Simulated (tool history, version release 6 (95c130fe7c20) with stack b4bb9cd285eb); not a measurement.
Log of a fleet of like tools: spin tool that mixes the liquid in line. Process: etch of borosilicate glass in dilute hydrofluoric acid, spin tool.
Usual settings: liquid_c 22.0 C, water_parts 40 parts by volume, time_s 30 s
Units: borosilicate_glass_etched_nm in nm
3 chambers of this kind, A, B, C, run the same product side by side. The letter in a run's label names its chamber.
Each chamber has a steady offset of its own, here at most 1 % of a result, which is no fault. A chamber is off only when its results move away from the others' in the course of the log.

| run | day | liquid_c | water_parts | time_s | hours since the thermometer was replaced | hours since the hydrofluoric acid flow meter was replaced | read-back film thickness of the borosilicate glass reference wafer, read on the same gauge (nm) | borosilicate_glass_etched_nm |
|---|---|---|---|---|---|---|---|---|
| 1A | 0.233 | 22.0 | 40 | 30 | 1045.5 | 87.1 | 139.97 | 18.862 |
| 2C | 0.758 | 22.0 | 40 | 30 | 1263.6 | 477.3 | 139.93 | 19.018 |
| 3B | 1.033 | 22.0 | 40 | 30 | 1567.5 | 385.5 | 139.98 | 18.877 |
| 4C | 1.512 | 22.0 | 40 | 30 | 1281.7 | 495.4 | 140.00 | 18.971 |
| 5B | 1.796 | 19.5 | 40 | 35 | 1585.8 | 403.8 | 139.98 | 19.834 |
| 6A | 2.038 | 19.5 | 40 | 35 | 1088.8 | 130.4 | 139.99 | 19.942 |
| 7B | 2.288 | 19.5 | 40 | 35 | 1597.6 | 415.6 | 140.05 | 20.160 |
| 8C | 2.629 | 22.0 | 40 | 30 | 1308.5 | 522.2 | 139.97 | 19.350 |
| 9A | 2.971 | 22.0 | 40 | 30 | 1111.2 | 152.8 | 140.01 | 18.973 |
| 10C | 3.238 | 22.0 | 40 | 30 | 1323.1 | 536.8 | 139.99 | 18.841 |
| 11B | 3.738 | 22.0 | 40 | 30 | 1632.4 | 450.4 | 139.96 | 18.925 |
| 12A | 3.983 | 22.0 | 40 | 30 | 1135.5 | 177.1 | 140.01 | 18.932 |
| 13B | 4.321 | 22.0 | 40 | 30 | 1646.4 | 464.4 | 140.05 | 19.167 |
| 14A | 4.725 | 22.0 | 40 | 30 | 1153.3 | 194.9 | 140.02 | 18.912 |
| 15C | 5.088 | 22.0 | 40 | 30 | 1367.5 | 581.2 | 139.96 | 19.247 |
| 16B | 5.475 | 24.0 | 40 | 30 | 1674.1 | 492.1 | 140.03 | 21.406 |
| 17C | 5.704 | 24.0 | 40 | 30 | 1382.3 | 596.0 | 139.95 | 20.656 |
| 18A | 6.229 | 24.0 | 40 | 30 | 1189.4 | 231.0 | 140.01 | 20.759 |
|  | 6.504 | chamber B: thermometer replaced |
| 19C | 6.533 | 22.0 | 40 | 30 | 1402.2 | 615.9 | 140.00 | 19.226 |
| 20A | 6.800 | 22.0 | 40 | 30 | 1203.1 | 244.7 | 139.95 | 18.681 |
| 21B | 7.175 | 22.0 | 40 | 30 | 16.2 | 532.9 | 139.97 | 19.733 |
| 22C | 7.583 | 22.0 | 40 | 30 | 1427.4 | 641.1 | 140.02 | 19.168 |
|  | 7.858 | chamber A: thermometer replaced |
| 23A | 7.933 | 22.0 | 40 | 30 | 1.8 | 271.9 | 139.96 | 18.892 |
| 24B | 8.221 | 22.0 | 40 | 30 | 41.3 | 558.0 | 140.01 | 20.104 |
| 25A | 8.700 | 22.0 | 40 | 30 | 20.2 | 290.3 | 139.99 | 18.655 |
| 26B | 8.929 | 22.0 | 40 | 30 | 58.3 | 575.0 | 140.04 | 20.189 |
| 27C | 9.450 | 22.0 | 40 | 30 | 1472.2 | 685.9 | 140.01 | 19.187 |

Is one chamber off against the others, does the gauge drift, or is nothing wrong? If a chamber is off, say which, and what the likeliest cause is.

Chamber B drifts away from the others.
Cause: hydrofluoric acid flow above the setpoint (%) = 6.91.

Here are 4 candidates for chamber B's next run, each the usual settings with a change, their results left as question marks. Which one brings its results back in line with what the others give on the usual settings?
In line means no further than this from the other chambers' mean on the usual settings: borosilicate_glass_etched_nm 0.650 nm
| 28B-1 | 9.829 | 21.5 | 45 | 30 |  |  |  | ? |
| 28B-2 | 9.829 | 25.0 | 40 | 30 |  |  |  | ? |
| 28B-3 | 9.829 | 20.5 | 40 | 30 |  |  |  | ? |
| 28B-4 | 9.829 | 23.5 | 40 | 30 |  |  |  | ? |

The other chambers' mean on the usual settings: borosilicate_glass_etched_nm 19.105 nm
| run | borosilicate_glass_etched_nm |
|---|---|
| 28B-1 | 17.475 |
| 28B-2 | 22.982 |
| 28B-3 | 18.971 |
| 28B-4 | 21.578 |
28B-3 brings the chamber back in line.
